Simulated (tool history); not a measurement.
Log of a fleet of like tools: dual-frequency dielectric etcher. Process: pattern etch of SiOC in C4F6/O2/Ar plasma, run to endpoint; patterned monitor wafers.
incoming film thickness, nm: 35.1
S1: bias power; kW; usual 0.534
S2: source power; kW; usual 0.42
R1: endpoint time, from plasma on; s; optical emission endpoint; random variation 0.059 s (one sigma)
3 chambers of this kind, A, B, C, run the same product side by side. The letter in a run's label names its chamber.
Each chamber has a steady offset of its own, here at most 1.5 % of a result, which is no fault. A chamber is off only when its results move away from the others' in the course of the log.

run,hour,S1,S2,R1
1A,11.1,0.534,0.42,11.339
2B,21.8,0.534,0.42,11.184
3C,34,0.534,0.42,11.389
4B,43.8,0.534,0.42,11.135
5C,52.4,0.534,0.42,11.37
6A,60,0.534,0.42,11.425
7B,69.9,0.534,0.42,11.069
8C,80.4,0.534,0.42,11.441
9A,91.4,0.534,0.42,11.367
10B,101.2,0.534,0.42,11.059
11C,111.2,0.534,0.42,11.384
12A,119.5,0.534,0.42,11.23
# hour 120.3: chamber A: wet clean of the chamber
13B,129.8,0.534,0.42,11.224
14C,140.5,0.534,0.42,11.296
15A,147.5,0.461,0.42,11.607
16C,154.5,0.461,0.42,12.156
17A,165.3,0.461,0.42,11.511
18B,175.1,0.534,0.42,11.245
19A,181.7,0.473,0.34,12.431
20B,194.5,0.473,0.34,12.509
21C,203,0.473,0.34,12.941
22A,209.6,0.658,0.37,10.683
23B,220.8,0.658,0.37,10.865
# hour 221.7: chamber B: source power generator calibrated
24C,227.2,0.658,0.37,11.125
25A,236.1,0.534,0.42,11.102
26C,242.5,0.534,0.42,11.28
27B,252.2,0.534,0.42,11.315
28A,264.9,0.534,0.35,11.684
29B,277.7,0.534,0.35,11.948
30C,284,0.534,0.35,12.245
# hour 284.3: chamber C: wet clean of the chamber
31B,292.8,0.534,0.42,11.109
32A,306,0.534,0.42,11.042
33C,319.1,0.534,0.42,11.314
34A,329.7,0.534,0.42,10.927
35B,338.5,0.444,0.42,11.901
36C,350.8,0.444,0.42,12.201
37C,356.5,0.444,0.42,12.249
38B,362.4,0.534,0.42,11.191
39A,370.6,0.643,0.36,10.912
40C,383.5,0.643,0.36,11.24
41B,395.5,0.643,0.36,11.065

Is one chamber off against the others, does the gauge drift, or is nothing wrong? If a chamber is off, say which, and what the likeliest cause is.

A service left chamber A off against the others.
Cause: etch rate over this chamber's usual, % = 3.19.

Here are 4 candidates for chamber A's next run, each the usual settings with a change, their results left as question marks. Which one brings its results back in line with what the others give on the usual settings?
In line means no further than this from the other chambers' mean on the usual settings: R1 0.21 s
42A-1,405,0.57,0.42,?
42A-2,405,0.514,0.41,?
42A-3,405,0.489,0.39,?
42A-4,405,0.579,0.45,?

The other chambers' mean on the usual settings: R1 11.279 s
run,R1
42A-1,10.715
42A-2,11.239
42A-3,11.662
42A-4,10.387
42A-2 brings the chamber back in line.
